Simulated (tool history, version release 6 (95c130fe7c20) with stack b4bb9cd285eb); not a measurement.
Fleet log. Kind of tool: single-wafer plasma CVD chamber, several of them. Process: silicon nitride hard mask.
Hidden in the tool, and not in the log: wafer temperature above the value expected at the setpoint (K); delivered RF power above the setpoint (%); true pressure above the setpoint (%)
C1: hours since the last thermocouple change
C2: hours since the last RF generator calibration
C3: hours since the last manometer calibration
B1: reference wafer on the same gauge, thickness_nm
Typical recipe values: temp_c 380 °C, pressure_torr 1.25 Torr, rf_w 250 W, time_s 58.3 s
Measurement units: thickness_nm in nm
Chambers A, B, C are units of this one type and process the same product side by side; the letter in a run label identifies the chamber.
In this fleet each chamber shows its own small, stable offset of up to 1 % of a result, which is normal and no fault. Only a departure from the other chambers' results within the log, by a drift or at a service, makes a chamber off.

Run 1C, day 0.292: usual settings; C1 25.8; C2 210.8; C3 1035.5; B1 52.936. Result: thickness_nm 55.442 nm.
Run 2B, day 0.588: usual settings; C1 1447.2; C2 322.3; C3 2254.9; B1 52.91. Result: thickness_nm 55.732 nm.
Run 3A, day 0.804: usual settings; C1 1091.3; C2 1571.3; C3 1412.9; B1 52.906. Result: thickness_nm 55.42 nm.
Run 4B, day 1.238: usual settings; C1 1462.8; C2 337.9; C3 2270.5; B1 52.927. Result: thickness_nm 55.882 nm.
Run 5A, day 1.442: usual settings; C1 1106.6; C2 1586.6; C3 1428.2; B1 52.945. Result: thickness_nm 55.616 nm.
Run 6C, day 1.654: usual settings; C1 58.5; C2 243.5; C3 1068.2; B1 52.938. Result: thickness_nm 55.574 nm.
Run 7B, day 1.958: usual settings but rf_w 285 W; C1 1480.1; C2 355.2; C3 2287.8; B1 52.946. Result: thickness_nm 61.099 nm.
Run 8C, day 2.35: usual settings but rf_w 285 W; C1 75.2; C2 260.2; C3 1084.9; B1 52.949. Result: thickness_nm 60.783 nm.
Run 9A, day 2.675: usual settings but rf_w 285 W; C1 1136.2; C2 1616.2; C3 1457.8; B1 52.957. Result: thickness_nm 60.772 nm.
Run 10C, day 3.067: usual settings; C1 92.4; C2 277.4; C3 1102.1; B1 52.966. Result: thickness_nm 55.658 nm.
Run 11A, day 3.467: usual settings; C1 1155.2; C2 1635.2; C3 1476.8; B1 52.983. Result: thickness_nm 55.431 nm.
Run 12B, day 3.725: usual settings; C1 1522.5; C2 397.6; C3 2330.2; B1 52.996. Result: thickness_nm 55.734 nm.
Run 13A, day 4.062: usual settings; C1 1169.5; C2 1649.5; C3 1491.1; B1 53.003. Result: thickness_nm 55.547 nm.
Run 14B, day 4.354: usual settings; C1 1537.6; C2 412.7; C3 2345.3; B1 53.002. Result: thickness_nm 55.814 nm.
Run 15C, day 4.658: usual settings; C1 130.6; C2 315.6; C3 1140.3; B1 53.037. Result: thickness_nm 55.66 nm.
Run 16A, day 5.108: usual settings; C1 1194.6; C2 1674.6; C3 1516.2; B1 53.016. Result: thickness_nm 55.577 nm.
Run 17C, day 5.325: usual settings; C1 146.6; C2 331.6; C3 1156.3; B1 53.012. Result: thickness_nm 55.507 nm.
Run 18B, day 5.571: usual settings but time_s 62.3 s; C1 1566.8; C2 441.9; C3 2374.5; B1 53.021. Result: thickness_nm 59.731 nm.
Run 19B, day 5.796: usual settings but time_s 62.3 s; C1 1572.2; C2 447.3; C3 2379.9; B1 53.03. Result: thickness_nm 59.63 nm.
Run 20C, day 6.038: usual settings but time_s 62.3 s; C1 163.7; C2 348.7; C3 1173.4; B1 53.043. Result: thickness_nm 59.458 nm.
Run 21A, day 6.254: usual settings; C1 1222.1; C2 1702.1; C3 1543.7; B1 53.03. Result: thickness_nm 55.501 nm.
Run 22C, day 6.554: usual settings; C1 176.1; C2 361.1; C3 1185.8; B1 53.03. Result: thickness_nm 55.68 nm.
Run 23A, day 6.804: usual settings; C1 1235.3; C2 1715.3; C3 1556.9; B1 53.074. Result: thickness_nm 55.595 nm.
Run 24B, day 7.054: usual settings; C1 1602.4; C2 477.5; C3 2410.1; B1 53.056. Result: thickness_nm 55.901 nm.
Run 25C, day 7.342: usual settings; C1 195; C2 380; C3 1204.7; B1 53.074. Result: thickness_nm 55.682 nm.
Run 26A, day 7.725: usual settings; C1 1257.4; C2 1737.4; C3 1579; B1 53.089. Result: thickness_nm 55.533 nm.
Run 27B, day 8.058: usual settings; C1 1626.5; C2 501.6; C3 2434.2; B1 53.089. Result: thickness_nm 55.93 nm.
Run 28A, day 8.396: usual settings; C1 1273.5; C2 1753.5; C3 1595.1; B1 53.087. Result: thickness_nm 55.593 nm.
Run 29C, day 8.788: usual settings; C1 229.7; C2 414.7; C3 1239.4; B1 53.089. Result: thickness_nm 55.787 nm.
Run 30B, day 9.217: usual settings; C1 1654.3; C2 529.4; C3 2462; B1 53.114. Result: thickness_nm 55.955 nm.
At day 9.479: chamber A: RF generator calibrated.
Run 31A, day 9.596: usual settings; C1 1302.3; C2 2.9; C3 1623.9; B1 53.11. Result: thickness_nm 55.651 nm.
Run 32B, day 9.996: usual settings; C1 1673; C2 548.1; C3 2480.7; B1 53.136. Result: thickness_nm 56 nm.
Run 33C, day 10.212: usual settings; C1 263.9; C2 448.9; C3 1273.6; B1 53.131. Result: thickness_nm 55.787 nm.
Run 34B, day 10.496: usual settings; C1 1685; C2 560.1; C3 2492.7; B1 53.156. Result: thickness_nm 56.174 nm.
Run 35C, day 10.712: usual settings; C1 275.9; C2 460.9; C3 1285.6; B1 53.143. Result: thickness_nm 55.662 nm.
Run 36A, day 11.1: usual settings; C1 1338.4; C2 39; C3 1660; B1 53.157. Result: thickness_nm 55.641 nm.
Run 37C, day 11.533: usual settings; C1 295.6; C2 480.6; C3 1305.3; B1 53.181. Result: thickness_nm 55.787 nm.
Run 38B, day 11.971: usual settings but pressure_torr 1.13 Torr, time_s 51 s; C1 1720.4; C2 595.5; C3 2528.1; B1 53.191. Result: thickness_nm 47.43 nm.
Run 39A, day 12.408: usual settings but pressure_torr 1.13 Torr, time_s 51 s; C1 1369.8; C2 70.4; C3 1691.4; B1 53.17. Result: thickness_nm 47.331 nm.

All chambers now run identical settings, listed one chamber a line with results as question marks. What results will each chamber show?
Run 40A, day 12.738: usual settings. Result: thickness_nm ?.
Run 40B, day 12.738: usual settings. Result: thickness_nm ?.
Run 40C, day 12.738: usual settings. Result: thickness_nm ?.

run  thickness_nm
40A        55.667
40B        55.996
40C        55.888
